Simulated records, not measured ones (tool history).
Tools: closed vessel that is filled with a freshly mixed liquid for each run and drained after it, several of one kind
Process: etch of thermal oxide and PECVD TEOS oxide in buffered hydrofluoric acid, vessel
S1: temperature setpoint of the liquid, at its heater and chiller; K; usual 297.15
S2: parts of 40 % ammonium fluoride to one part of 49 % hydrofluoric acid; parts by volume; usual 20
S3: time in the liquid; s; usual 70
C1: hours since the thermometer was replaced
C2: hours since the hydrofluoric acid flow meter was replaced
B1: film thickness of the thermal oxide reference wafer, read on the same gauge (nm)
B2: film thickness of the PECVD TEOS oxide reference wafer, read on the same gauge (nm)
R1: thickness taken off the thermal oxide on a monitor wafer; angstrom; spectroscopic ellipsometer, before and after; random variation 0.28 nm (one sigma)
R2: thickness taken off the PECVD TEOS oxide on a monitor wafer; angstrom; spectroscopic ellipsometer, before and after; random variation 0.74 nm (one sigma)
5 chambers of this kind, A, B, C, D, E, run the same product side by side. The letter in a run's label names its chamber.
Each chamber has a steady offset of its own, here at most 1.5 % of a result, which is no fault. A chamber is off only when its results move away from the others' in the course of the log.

run   hour      S1  S2  S3      C1      C2      B1      B2      R1       R2
 1B   12.0  297.15  20  70   535.7  1921.9  110.02  29.986  405.99   870.76
 2E   24.3  297.15  20  70  2502.9   331.0  110.02  29.995  409.36   879.63
 3D   35.1  297.15  20  70  2313.1   767.3  109.99  29.971  412.74   876.76
 4C   43.3  297.15  20  70   487.2   826.3  110.00  29.982  404.36   867.02
 5A   51.2  297.15  20  70   817.2   887.1  110.01  30.006  412.83   869.27
 6D   59.1  297.15  20  70  2337.1   791.3  110.02  29.983  408.91   874.43
 7C   66.6  297.15  20  70   510.5   849.6  110.01  30.035  402.35   883.96
 8B   78.1  297.15  20  70   601.8  1988.0  110.02  30.024  405.55   890.74
 9A   87.8  299.15  20  45   853.8   923.7  110.03  29.993  296.90   604.13
10E   97.8  299.15  20  45  2576.4   404.5  110.01  30.018  292.28   632.65
11D  103.2  299.15  20  45  2381.2   835.4  109.98  29.991  290.92   622.27
12E  110.6  299.15  20  45  2589.2   417.3  110.01  30.011  291.86   630.35
13A  121.0  299.15  20  45   887.0   956.9  109.97  29.992  293.57   618.58
14C  127.3  297.15  20  70   571.2   910.3  110.02  30.012  407.12   870.46
15B  136.1  297.15  20  70   659.8  2046.0  110.00  29.991  409.78   877.57
16B  141.7  302.15  20  70   665.4  2051.6  110.00  30.013  536.67  1134.40
17E  147.2  302.15  20  70  2625.8   453.9  110.00  29.996  537.88  1156.00
18A  156.4  302.15  20  70   922.4   992.3  110.01  29.986  546.18  1115.90
19C  164.6  302.15  20  70   608.5   947.6  109.98  30.022  529.15  1150.70
20D  172.3  302.15  20  70  2450.3   904.5  110.01  30.013  531.91  1134.30
     173.9  -- chamber B: hydrofluoric acid flow meter replaced
     174.2  -- chamber D: thermometer replaced
21E  178.8  297.15  20  70  2657.4   485.5  110.03  30.014  410.85   878.25
22D  190.9  297.15  20  70    16.7   923.1  109.99  30.018  407.41   875.20
     194.8  -- chamber A: hydrofluoric acid flow meter replaced
23A  196.3  297.15  20  70   962.3     1.6  110.00  29.964  414.50   868.04
24B  204.1  297.15  20  70   727.8    30.2  109.99  30.017  401.41   884.70
25C  211.3  297.15  20  70   655.2   994.3  110.03  30.000  405.47   880.06
26C  218.8  297.15  20  70   662.7  1001.8  109.99  30.003  406.30   873.45
27D  226.4  297.15  20  70    52.2   958.6  109.98  29.980  407.63   889.36
28B  234.3  297.15  20  70   758.0    60.4  109.99  29.981  404.49   875.00
29E  241.2  297.15  20  70  2719.8   547.9  110.01  30.009  411.01   877.50
30A  248.3  297.15  20  70  1014.3    53.6  109.98  29.984  414.34   859.70

What goes on in this fleet: one chamber off, a drifting gauge, or nothing beyond the chambers' own small offsets? Name the chamber and the cause, if any.

No chamber stands off beyond its own small offset, and the gauge holds steady.
